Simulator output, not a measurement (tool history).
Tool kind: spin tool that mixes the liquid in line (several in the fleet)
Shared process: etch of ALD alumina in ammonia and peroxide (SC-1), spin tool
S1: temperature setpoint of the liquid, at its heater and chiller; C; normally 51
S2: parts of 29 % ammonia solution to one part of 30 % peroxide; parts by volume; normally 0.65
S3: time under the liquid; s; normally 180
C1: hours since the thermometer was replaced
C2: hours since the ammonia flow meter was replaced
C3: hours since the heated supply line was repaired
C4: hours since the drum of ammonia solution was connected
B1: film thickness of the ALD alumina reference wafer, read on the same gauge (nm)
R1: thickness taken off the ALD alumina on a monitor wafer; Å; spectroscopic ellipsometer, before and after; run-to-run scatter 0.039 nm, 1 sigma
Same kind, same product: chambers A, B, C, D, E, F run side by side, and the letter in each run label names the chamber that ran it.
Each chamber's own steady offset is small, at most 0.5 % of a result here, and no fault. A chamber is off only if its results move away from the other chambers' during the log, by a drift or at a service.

run	hour	S1	S2	S3	C1	C2	C3	C4	B1	R1
1D	4.4	51	0.65	180	269.2	1898.7	1623	427.5	89.983	57.095
2A	10.9	51	0.65	180	717.4	453.8	291.1	71.2	90.02	55.608
3B	14.8	51	0.65	180	1270.9	153.8	74.4	170.2	89.997	55.555
4C	22.1	51	0.65	180	262.2	456.1	259.2	184.3	90.025	56.275
5F	30.2	51	0.65	180	559	1760.7	2589.3	99.3	90.014	56.08
6E	37.4	51	0.65	180	1426.1	507.5	445.2	323.6	90.027	56.427
7D	42	51	0.65	180	306.8	1936.3	1660.6	465.1	89.978	56.323
8B	45.7	51	0.65	180	1301.8	184.7	105.3	201.1	90.01	55.734
9E	52.7	51	0.65	180	1441.4	522.8	460.5	338.9	90.041	56.455
10F	59.9	51	0.65	180	588.7	1790.4	2619	129	89.975	56.51
11C	65.6	51	0.65	180	305.7	499.6	302.7	227.8	89.984	55.961
12A	73.6	51	0.65	270	780.1	516.5	353.8	133.9	90.012	83.988
13C	79.7	51	0.65	270	319.8	513.7	316.8	241.9	90.034	85.187
14B	87.7	51	0.65	270	1343.8	226.7	147.3	243.1	89.981	84.42
15D	91.7	51	0.65	270	356.5	1986	1710.3	514.8	89.972	82.115
16A	95.3	51	0.65	270	801.8	538.2	375.5	155.6	90.002	84.936
17E	99.1	51	0.65	270	1487.8	569.2	506.9	385.3	90.015	85.078
18F	104.5	41.5	0.65	100	633.3	1835	2663.6	173.6	90.031	18.16
19A	110.9	41.5	0.65	100	817.4	553.8	391.1	171.2	89.986	18.521
20E	118.9	41.5	0.65	100	1507.6	589	526.7	405.1	90.012	18.209
21D	126.8	41.5	0.65	100	391.6	2021.1	1745.4	549.9	90.017	17.437
22C	134.7	41.5	0.65	100	374.8	568.7	371.8	296.9	90.015	18.301
23B	139	41.5	0.65	100	1395.1	278	198.6	294.4	89.979	18.026
24F	143.1	51	0.65	180	671.9	1873.6	2702.2	212.2	89.972	56.174
25E	148.7	51	0.65	180	1537.4	618.8	556.5	434.9	90.007	57.13
26D	154.1	51	0.65	180	418.9	2048.4	1772.7	577.2	89.968	53.294
27F	158	51	0.65	180	686.8	1888.5	2717.1	227.1	90.018	55.934
28C	165.4	51	0.65	180	405.5	599.4	402.5	327.6	90.025	56.094
29B	172.1	51	0.65	180	1428.2	311.1	231.7	327.5	89.985	56.599
30A	175.7	51	0.65	180	882.2	618.6	455.9	236	90.022	56.598
31B	182.6	51	0.65	180	1438.7	321.6	242.2	338	90.021	55.565
# hour 187.1: chamber F: heated supply line repaired
32C	189.4	51	0.65	180	429.5	623.4	426.5	351.6	90.065	56.152
33E	193.4	51	0.65	180	1582.1	663.5	601.2	479.6	89.936	56.532
34A	200.1	51	0.65	180	906.6	643	480.3	260.4	90.011	56.178
35D	206.1	51	0.65	180	470.9	2100.4	1824.7	629.2	89.963	52.329
36F	210.1	51	0.65	180	738.9	1940.6	23	279.2	90.01	55.71
37B	218	51	0.65	180	1474.1	357	277.6	373.4	89.99	55.157
38E	224.9	42	0.35	180	1613.6	695	632.7	511.1	89.972	31.777

For the next run the whole fleet of 6 chambers uses the same settings. Give each chamber's results:
39A	230.8	51	0.65	180						?
39B	230.8	51	0.65	180						?
39C	230.8	51	0.65	180						?
39D	230.8	51	0.65	180						?
39E	230.8	51	0.65	180						?
39F	230.8	51	0.65	180						?

run	R1
39A	56.647
39B	55.419
39C	56.577
39D	51.588
39E	56.678
39F	56.374
